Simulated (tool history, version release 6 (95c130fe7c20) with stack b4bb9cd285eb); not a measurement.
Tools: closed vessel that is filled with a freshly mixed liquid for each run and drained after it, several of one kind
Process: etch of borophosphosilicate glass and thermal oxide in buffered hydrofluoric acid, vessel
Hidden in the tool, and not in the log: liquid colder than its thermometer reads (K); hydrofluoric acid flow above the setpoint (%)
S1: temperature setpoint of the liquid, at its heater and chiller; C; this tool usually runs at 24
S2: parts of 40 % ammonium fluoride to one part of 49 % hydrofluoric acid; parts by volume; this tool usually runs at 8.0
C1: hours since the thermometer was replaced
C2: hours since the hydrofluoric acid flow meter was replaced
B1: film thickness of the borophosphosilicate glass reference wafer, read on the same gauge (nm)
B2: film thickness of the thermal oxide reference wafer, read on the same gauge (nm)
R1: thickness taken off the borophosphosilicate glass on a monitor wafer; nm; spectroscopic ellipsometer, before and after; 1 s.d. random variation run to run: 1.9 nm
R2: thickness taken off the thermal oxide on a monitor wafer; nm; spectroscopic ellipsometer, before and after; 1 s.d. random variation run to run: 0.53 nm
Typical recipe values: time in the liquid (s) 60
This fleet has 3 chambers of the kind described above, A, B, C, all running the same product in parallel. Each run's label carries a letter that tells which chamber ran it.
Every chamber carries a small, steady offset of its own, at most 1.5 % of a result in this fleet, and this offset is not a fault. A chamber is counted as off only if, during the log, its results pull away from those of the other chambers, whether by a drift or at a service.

{"run": "1C", "hour": 4.7, "S1": 24, "S2": 8.0, "time in the liquid (s)": 60, "C1": 1448.4, "C2": 1187.4, "B1": 39.977, "B2": 150.03, "R1": 191.05, "R2": 79.261}
{"run": "2A", "hour": 11.6, "S1": 24, "S2": 8.0, "time in the liquid (s)": 60, "C1": 711.5, "C2": 1638.2, "B1": 40.011, "B2": 149.98, "R1": 189.26, "R2": 77.976}
{"run": "3B", "hour": 18.9, "S1": 24, "S2": 8.0, "time in the liquid (s)": 60, "C1": 600.2, "C2": 63.0, "B1": 40.047, "B2": 150.03, "R1": 190.51, "R2": 79.314}
{"run": "4B", "hour": 25.7, "S1": 24, "S2": 8.0, "time in the liquid (s)": 60, "C1": 607.0, "C2": 69.8, "B1": 40.046, "B2": 149.98, "R1": 192.66, "R2": 79.981}
{"run": "5A", "hour": 33.1, "S1": 24, "S2": 8.0, "time in the liquid (s)": 60, "C1": 733.0, "C2": 1659.7, "B1": 40.027, "B2": 149.99, "R1": 187.36, "R2": 79.171}
{"run": "6C", "hour": 40.5, "S1": 24, "S2": 8.0, "time in the liquid (s)": 60, "C1": 1484.2, "C2": 1223.2, "B1": 39.931, "B2": 150.0, "R1": 189.57, "R2": 79.147}
{"run": "7A", "hour": 47.0, "S1": 24, "S2": 8.0, "time in the liquid (s)": 60, "C1": 746.9, "C2": 1673.6, "B1": 40.011, "B2": 149.99, "R1": 188.19, "R2": 78.524}
{"hour": 47.5, "done": "chamber C: thermometer replaced"}
{"run": "8C", "hour": 52.7, "S1": 24, "S2": 8.0, "time in the liquid (s)": 60, "C1": 5.3, "C2": 1235.4, "B1": 39.983, "B2": 150.0, "R1": 188.6, "R2": 78.789}
{"run": "9B", "hour": 56.7, "S1": 24, "S2": 8.0, "time in the liquid (s)": 60, "C1": 638.0, "C2": 100.8, "B1": 39.972, "B2": 150.0, "R1": 193.36, "R2": 78.687}
{"run": "10B", "hour": 65.1, "S1": 24, "S2": 6.5, "time in the liquid (s)": 30, "C1": 646.4, "C2": 109.2, "B1": 39.991, "B2": 150.01, "R1": 118.28, "R2": 48.906}
{"run": "11C", "hour": 72.9, "S1": 24, "S2": 6.5, "time in the liquid (s)": 30, "C1": 25.5, "C2": 1255.6, "B1": 39.949, "B2": 149.98, "R1": 116.94, "R2": 48.661}
{"run": "12A", "hour": 77.1, "S1": 24, "S2": 6.5, "time in the liquid (s)": 30, "C1": 777.0, "C2": 1703.7, "B1": 39.977, "B2": 149.99, "R1": 114.33, "R2": 48.117}
{"run": "13B", "hour": 83.8, "S1": 24, "S2": 8.0, "time in the liquid (s)": 60, "C1": 665.1, "C2": 127.9, "B1": 40.019, "B2": 149.96, "R1": 192.51, "R2": 79.095}
{"run": "14C", "hour": 88.0, "S1": 24, "S2": 8.0, "time in the liquid (s)": 60, "C1": 40.6, "C2": 1270.7, "B1": 40.008, "B2": 149.97, "R1": 188.06, "R2": 77.627}
{"run": "15A", "hour": 92.3, "S1": 24, "S2": 8.0, "time in the liquid (s)": 60, "C1": 792.2, "C2": 1718.9, "B1": 39.972, "B2": 150.02, "R1": 187.54, "R2": 79.084}
{"run": "16A", "hour": 99.7, "S1": 24, "S2": 8.0, "time in the liquid (s)": 60, "C1": 799.6, "C2": 1726.3, "B1": 39.999, "B2": 150.06, "R1": 188.4, "R2": 78.472}
{"run": "17C", "hour": 104.5, "S1": 24, "S2": 8.0, "time in the liquid (s)": 60, "C1": 57.1, "C2": 1287.2, "B1": 39.967, "B2": 149.98, "R1": 189.58, "R2": 78.935}
{"run": "18B", "hour": 112.9, "S1": 24, "S2": 8.0, "time in the liquid (s)": 60, "C1": 694.2, "C2": 157.0, "B1": 39.948, "B2": 149.99, "R1": 192.8, "R2": 79.561}
{"run": "19B", "hour": 118.9, "S1": 24, "S2": 8.0, "time in the liquid (s)": 60, "C1": 700.2, "C2": 163.0, "B1": 40.057, "B2": 150.04, "R1": 193.0, "R2": 79.659}
{"run": "20C", "hour": 124.8, "S1": 24, "S2": 8.0, "time in the liquid (s)": 60, "C1": 77.4, "C2": 1307.5, "B1": 40.028, "B2": 149.99, "R1": 187.55, "R2": 78.629}
{"run": "21A", "hour": 131.4, "S1": 24, "S2": 8.0, "time in the liquid (s)": 60, "C1": 831.3, "C2": 1758.0, "B1": 39.98, "B2": 150.0, "R1": 188.9, "R2": 77.537}
{"run": "22A", "hour": 136.8, "S1": 24, "S2": 8.0, "time in the liquid (s)": 60, "C1": 836.7, "C2": 1763.4, "B1": 39.996, "B2": 149.97, "R1": 187.07, "R2": 77.503}
{"run": "23C", "hour": 144.2, "S1": 24, "S2": 8.0, "time in the liquid (s)": 60, "C1": 96.8, "C2": 1326.9, "B1": 39.974, "B2": 150.04, "R1": 186.46, "R2": 79.401}
{"run": "24B", "hour": 152.2, "S1": 24, "S2": 8.0, "time in the liquid (s)": 30, "C1": 733.5, "C2": 196.3, "B1": 39.993, "B2": 150.03, "R1": 97.548, "R2": 39.508}
{"run": "25A", "hour": 156.3, "S1": 24, "S2": 8.0, "time in the liquid (s)": 30, "C1": 856.2, "C2": 1782.9, "B1": 39.996, "B2": 150.02, "R1": 93.738, "R2": 39.208}
{"run": "26B", "hour": 164.1, "S1": 24, "S2": 8.0, "time in the liquid (s)": 30, "C1": 745.4, "C2": 208.2, "B1": 40.035, "B2": 150.0, "R1": 96.106, "R2": 39.649}

Is one chamber off against the others, does the gauge drift, or is nothing wrong? If a chamber is off, say which, and what the likeliest cause is.

Neither any chamber nor the gauge drifts; the chambers differ only by their own small, steady offsets.
